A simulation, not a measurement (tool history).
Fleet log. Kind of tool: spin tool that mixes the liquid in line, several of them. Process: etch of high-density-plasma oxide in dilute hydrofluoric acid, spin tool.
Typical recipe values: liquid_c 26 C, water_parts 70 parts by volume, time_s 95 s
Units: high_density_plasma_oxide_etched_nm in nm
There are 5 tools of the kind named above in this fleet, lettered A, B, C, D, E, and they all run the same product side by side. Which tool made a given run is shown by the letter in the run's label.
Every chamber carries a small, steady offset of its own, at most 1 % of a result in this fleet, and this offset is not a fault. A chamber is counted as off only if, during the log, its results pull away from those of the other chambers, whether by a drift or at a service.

run	hour	liquid_c	water_parts	time_s	read-back film thickness of the high-density-plasma oxide reference wafer, read on the same gauge (nm)	high_density_plasma_oxide_etched_nm
1D	7.5	26	70	95	100.01	10.225
2C	13.6	26	70	95	100.01	10.546
3A	19.4	26	70	95	100.02	10.443
4B	27.2	26	70	95	99.967	10.642
5E	35.8	26	50	75	99.981	11.713
6A	45.4	26	50	75	100.02	11.816
7E	52	26	50	75	99.994	11.732
8C	60	26	50	75	99.975	11.906
9B	66.3	26	50	75	100.02	11.829
10D	75	26	55	95	99.991	13.593
11A	85.8	26	55	95	99.99	13.589
12B	92	26	55	95	100.01	13.55
13C	100.6	26	55	95	99.984	13.369
14E	105.8	26	55	95	99.986	13.423
15D	113.4	26	70	95	99.981	10.493
16C	119.4	26	70	95	99.993	10.191
17D	128.8	26	70	95	100.02	10.337
18B	136.2	26	105	95	99.981	6.6144
19A	145.1	26	105	95	100.01	6.6401
20E	155.2	26	105	95	99.993	6.7321
21C	164.7	26	105	95	100.01	6.2607
22B	172.5	26	105	95	99.996	6.6828
23E	180.7	26	70	55	99.988	6.018
24A	192.5	26	70	55	100.01	6.0631
# hour 194.5: chamber C: hydrofluoric acid flow meter replaced
25D	198.7	26	70	55	99.969	6.0571
26B	205.8	26	70	55	100.04	6.1236
27E	216.1	26	70	55	100.05	5.9875
28A	225.2	23	70	95	100	9.3706
29C	230.7	23	70	95	100.03	8.706
30D	239.4	23	70	95	99.96	9.2576
31D	249.6	23	70	95	99.989	9.0813
32C	257.7	23	70	95	99.975	8.5729
33E	264.6	26	70	95	99.994	10.507
# hour 269.6: chamber B: hydrofluoric acid flow meter replaced
34B	273	26	70	95	99.978	10.421
35A	283.6	26	70	95	100.01	10.511
36C	290.6	26	70	95	100.01	9.6788

Has any chamber moved away from the others, gradually or after a service, or does the common gauge drift, or do the chambers differ only by their own small steady offsets? State the chamber and the most likely cause if one applies.

One chamber, C, drifts off from the rest bit by bit.
What lies behind it: liquid colder than its thermometer reads (K) = 2.12.

Chamber C could run next with any of the 4 candidate recipes listed below; each alters the usual settings, and their results appear as question marks. Which one brings its results back in line with what the other chambers deliver on the usual settings?
In-line tolerance around the mean of the other chambers on the usual settings: high_density_plasma_oxide_etched_nm 0.35 nm
37C-1	299	26	65	95		?
37C-2	299	26	75	95		?
37C-3	299	26	80	95		?
37C-4	299	29.5	70	95		?

Other chambers, usual settings, mean: high_density_plasma_oxide_etched_nm 10.425 nm
run	high_density_plasma_oxide_etched_nm
37C-1	10.388
37C-2	8.8772
37C-3	8.2643
37C-4	11.029
Change 37C-1 lands the chamber within the allowed miss of the other chambers.

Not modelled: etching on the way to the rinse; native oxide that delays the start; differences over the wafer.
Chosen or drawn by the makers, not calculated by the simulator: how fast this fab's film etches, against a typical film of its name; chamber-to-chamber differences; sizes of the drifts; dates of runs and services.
